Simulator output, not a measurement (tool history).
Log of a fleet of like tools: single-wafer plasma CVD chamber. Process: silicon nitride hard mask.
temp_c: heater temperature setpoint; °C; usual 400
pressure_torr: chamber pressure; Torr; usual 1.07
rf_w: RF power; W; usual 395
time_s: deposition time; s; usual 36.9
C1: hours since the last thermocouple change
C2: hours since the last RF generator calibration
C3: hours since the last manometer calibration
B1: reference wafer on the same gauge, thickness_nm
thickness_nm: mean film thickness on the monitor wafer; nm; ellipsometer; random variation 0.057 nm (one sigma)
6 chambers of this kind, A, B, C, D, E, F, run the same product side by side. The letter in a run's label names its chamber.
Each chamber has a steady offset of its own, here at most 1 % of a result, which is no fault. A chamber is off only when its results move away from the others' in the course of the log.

{"run": "1F", "hour": 3.4, "temp_c": 400, "pressure_torr": 1.07, "rf_w": 395, "time_s": 36.9, "C1": 1135.2, "C2": 1513.3, "C3": 1248.2, "B1": 41.076, "thickness_nm": 45.017}
{"run": "2A", "hour": 5.8, "temp_c": 400, "pressure_torr": 1.07, "rf_w": 395, "time_s": 36.9, "C1": 2250.3, "C2": 1733.3, "C3": 602.7, "B1": 41.085, "thickness_nm": 44.64}
{"run": "3C", "hour": 10.3, "temp_c": 400, "pressure_torr": 1.07, "rf_w": 395, "time_s": 36.9, "C1": 1902.9, "C2": 1973.5, "C3": 228.8, "B1": 41.085, "thickness_nm": 44.423}
{"run": "4B", "hour": 15.1, "temp_c": 400, "pressure_torr": 1.07, "rf_w": 395, "time_s": 36.9, "C1": 2106.1, "C2": 866.6, "C3": 423.6, "B1": 41.088, "thickness_nm": 44.68}
{"run": "5D", "hour": 19.9, "temp_c": 400, "pressure_torr": 0.83, "rf_w": 420, "time_s": 36.9, "C1": 378.1, "C2": 460.4, "C3": 989.3, "B1": 41.082, "thickness_nm": 42.423}
{"run": "6E", "hour": 23.6, "temp_c": 400, "pressure_torr": 0.83, "rf_w": 420, "time_s": 36.9, "C1": 2292, "C2": 759.4, "C3": 202.1, "B1": 41.074, "thickness_nm": 42.093}
{"run": "7A", "hour": 27.0, "temp_c": 400, "pressure_torr": 0.83, "rf_w": 420, "time_s": 36.9, "C1": 2271.5, "C2": 1754.5, "C3": 623.9, "B1": 41.069, "thickness_nm": 42.248}
{"run": "8B", "hour": 30.3, "temp_c": 400, "pressure_torr": 0.83, "rf_w": 420, "time_s": 36.9, "C1": 2121.3, "C2": 881.8, "C3": 438.8, "B1": 41.066, "thickness_nm": 42.33}
{"run": "9D", "hour": 34.3, "temp_c": 400, "pressure_torr": 0.83, "rf_w": 420, "time_s": 36.9, "C1": 392.5, "C2": 474.8, "C3": 1003.7, "B1": 41.049, "thickness_nm": 42.346}
{"run": "10F", "hour": 38.6, "temp_c": 400, "pressure_torr": 0.83, "rf_w": 420, "time_s": 36.9, "C1": 1170.4, "C2": 1548.5, "C3": 1283.4, "B1": 41.054, "thickness_nm": 42.577}
{"run": "11E", "hour": 40.8, "temp_c": 400, "pressure_torr": 1.07, "rf_w": 460, "time_s": 42.6, "C1": 2309.2, "C2": 776.6, "C3": 219.3, "B1": 41.043, "thickness_nm": 56.242}
{"run": "12C", "hour": 43.4, "temp_c": 400, "pressure_torr": 1.07, "rf_w": 460, "time_s": 42.6, "C1": 1936, "C2": 2006.6, "C3": 261.9, "B1": 41.05, "thickness_nm": 55.686}
{"run": "13B", "hour": 47.9, "temp_c": 400, "pressure_torr": 1.07, "rf_w": 460, "time_s": 42.6, "C1": 2138.9, "C2": 899.4, "C3": 456.4, "B1": 41.022, "thickness_nm": 56.309}
{"run": "14C", "hour": 52.3, "temp_c": 400, "pressure_torr": 1.07, "rf_w": 460, "time_s": 42.6, "C1": 1944.9, "C2": 2015.5, "C3": 270.8, "B1": 41.027, "thickness_nm": 55.575}
{"run": "15A", "hour": 55.5, "temp_c": 400, "pressure_torr": 1.07, "rf_w": 460, "time_s": 42.6, "C1": 2300, "C2": 1783, "C3": 652.4, "B1": 41.038, "thickness_nm": 56.154}
{"run": "16D", "hour": 60.0, "temp_c": 400, "pressure_torr": 1.07, "rf_w": 460, "time_s": 42.6, "C1": 418.2, "C2": 500.5, "C3": 1029.4, "B1": 41.011, "thickness_nm": 56.424}
{"run": "17E", "hour": 62.5, "temp_c": 400, "pressure_torr": 1.07, "rf_w": 395, "time_s": 36.9, "C1": 2330.9, "C2": 798.3, "C3": 241, "B1": 41.017, "thickness_nm": 44.436}
{"run": "18F", "hour": 65.0, "temp_c": 400, "pressure_torr": 1.07, "rf_w": 395, "time_s": 36.9, "C1": 1196.8, "C2": 1574.9, "C3": 1309.8, "B1": 41.016, "thickness_nm": 44.804}
{"run": "19E", "hour": 68.1, "temp_c": 400, "pressure_torr": 1.07, "rf_w": 395, "time_s": 36.9, "C1": 2336.5, "C2": 803.9, "C3": 246.6, "B1": 41.017, "thickness_nm": 44.405}
{"run": "20F", "hour": 72.2, "temp_c": 400, "pressure_torr": 1.07, "rf_w": 395, "time_s": 36.9, "C1": 1204, "C2": 1582.1, "C3": 1317, "B1": 41.004, "thickness_nm": 44.785}
{"run": "21A", "hour": 77.1, "temp_c": 411, "pressure_torr": 1.07, "rf_w": 435, "time_s": 36.9, "C1": 2321.6, "C2": 1804.6, "C3": 674, "B1": 40.988, "thickness_nm": 46.886}
{"run": "22B", "hour": 81.9, "temp_c": 411, "pressure_torr": 1.07, "rf_w": 435, "time_s": 36.9, "C1": 2172.9, "C2": 933.4, "C3": 490.4, "B1": 40.996, "thickness_nm": 46.935}
{"hour": 82.6, "done": "chamber B: RF generator calibrated"}
{"run": "23D", "hour": 85.9, "temp_c": 411, "pressure_torr": 1.07, "rf_w": 435, "time_s": 36.9, "C1": 444.1, "C2": 526.4, "C3": 1055.3, "B1": 40.974, "thickness_nm": 47.108}
{"run": "24C", "hour": 90.1, "temp_c": 411, "pressure_torr": 1.07, "rf_w": 435, "time_s": 36.9, "C1": 1982.7, "C2": 2053.3, "C3": 308.6, "B1": 40.988, "thickness_nm": 46.452}
{"run": "25E", "hour": 92.6, "temp_c": 411, "pressure_torr": 1.07, "rf_w": 435, "time_s": 36.9, "C1": 2361, "C2": 828.4, "C3": 271.1, "B1": 40.987, "thickness_nm": 46.839}
{"run": "26A", "hour": 97.6, "temp_c": 411, "pressure_torr": 1.07, "rf_w": 435, "time_s": 36.9, "C1": 2342.1, "C2": 1825.1, "C3": 694.5, "B1": 40.962, "thickness_nm": 46.96}
{"run": "27F", "hour": 102.1, "temp_c": 400, "pressure_torr": 1.07, "rf_w": 395, "time_s": 36.9, "C1": 1233.9, "C2": 1612, "C3": 1346.9, "B1": 40.967, "thickness_nm": 44.711}
{"run": "28B", "hour": 106.2, "temp_c": 400, "pressure_torr": 1.07, "rf_w": 395, "time_s": 36.9, "C1": 2197.2, "C2": 23.6, "C3": 514.7, "B1": 40.959, "thickness_nm": 44.564}
{"run": "29D", "hour": 109.0, "temp_c": 400, "pressure_torr": 1.07, "rf_w": 395, "time_s": 36.9, "C1": 467.2, "C2": 549.5, "C3": 1078.4, "B1": 40.964, "thickness_nm": 44.614}
{"run": "30C", "hour": 114.0, "temp_c": 400, "pressure_torr": 1.07, "rf_w": 395, "time_s": 36.9, "C1": 2006.6, "C2": 2077.2, "C3": 332.5, "B1": 40.945, "thickness_nm": 44.099}
{"run": "31F", "hour": 119.0, "temp_c": 400, "pressure_torr": 1.07, "rf_w": 395, "time_s": 36.9, "C1": 1250.8, "C2": 1628.9, "C3": 1363.8, "B1": 40.945, "thickness_nm": 44.696}
{"run": "32C", "hour": 121.7, "temp_c": 411, "pressure_torr": 1.07, "rf_w": 470, "time_s": 36.9, "C1": 2014.3, "C2": 2084.9, "C3": 340.2, "B1": 40.94, "thickness_nm": 48.693}
{"run": "33D", "hour": 125.1, "temp_c": 411, "pressure_torr": 1.07, "rf_w": 470, "time_s": 36.9, "C1": 483.3, "C2": 565.6, "C3": 1094.5, "B1": 40.938, "thickness_nm": 49.104}
{"run": "34B", "hour": 128.0, "temp_c": 411, "pressure_torr": 1.07, "rf_w": 470, "time_s": 36.9, "C1": 2219, "C2": 45.4, "C3": 536.5, "B1": 40.932, "thickness_nm": 49.172}
{"run": "35A", "hour": 132.1, "temp_c": 411, "pressure_torr": 1.07, "rf_w": 470, "time_s": 36.9, "C1": 2376.6, "C2": 1859.6, "C3": 729, "B1": 40.923, "thickness_nm": 49.079}
{"run": "36E", "hour": 134.7, "temp_c": 411, "pressure_torr": 1.07, "rf_w": 470, "time_s": 36.9, "C1": 2403.1, "C2": 870.5, "C3": 313.2, "B1": 40.925, "thickness_nm": 48.979}
{"run": "37B", "hour": 137.4, "temp_c": 411, "pressure_torr": 1.07, "rf_w": 470, "time_s": 36.9, "C1": 2228.4, "C2": 54.8, "C3": 545.9, "B1": 40.914, "thickness_nm": 49.051}
{"run": "38A", "hour": 142.2, "temp_c": 400, "pressure_torr": 1.07, "rf_w": 395, "time_s": 36.9, "C1": 2386.7, "C2": 1869.7, "C3": 739.1, "B1": 40.919, "thickness_nm": 44.355}
{"run": "39D", "hour": 144.6, "temp_c": 400, "pressure_torr": 1.07, "rf_w": 395, "time_s": 36.9, "C1": 502.8, "C2": 585.1, "C3": 1114, "B1": 40.917, "thickness_nm": 44.647}
{"run": "40E", "hour": 147.0, "temp_c": 390, "pressure_torr": 1.27, "rf_w": 395, "time_s": 36.9, "C1": 2415.4, "C2": 882.8, "C3": 325.5, "B1": 40.898, "thickness_nm": 47.16}
{"run": "41C", "hour": 151.4, "temp_c": 390, "pressure_torr": 1.27, "rf_w": 395, "time_s": 36.9, "C1": 2044, "C2": 2114.6, "C3": 369.9, "B1": 40.907, "thickness_nm": 46.792}
{"run": "42F", "hour": 156.4, "temp_c": 390, "pressure_torr": 1.27, "rf_w": 395, "time_s": 36.9, "C1": 1288.2, "C2": 1666.3, "C3": 1401.2, "B1": 40.905, "thickness_nm": 47.562}
{"run": "43C", "hour": 160.0, "temp_c": 390, "pressure_torr": 1.27, "rf_w": 395, "time_s": 36.9, "C1": 2052.6, "C2": 2123.2, "C3": 378.5, "B1": 40.891, "thickness_nm": 46.718}

What goes on in this fleet: one chamber off, a drifting gauge, or nothing beyond the chambers' own small offsets? Name the chamber and the cause, if any.

The gauge drifts, so all chambers seem to drift together. No chamber is off.
Cause: gauge reads low (%) = 0.521.
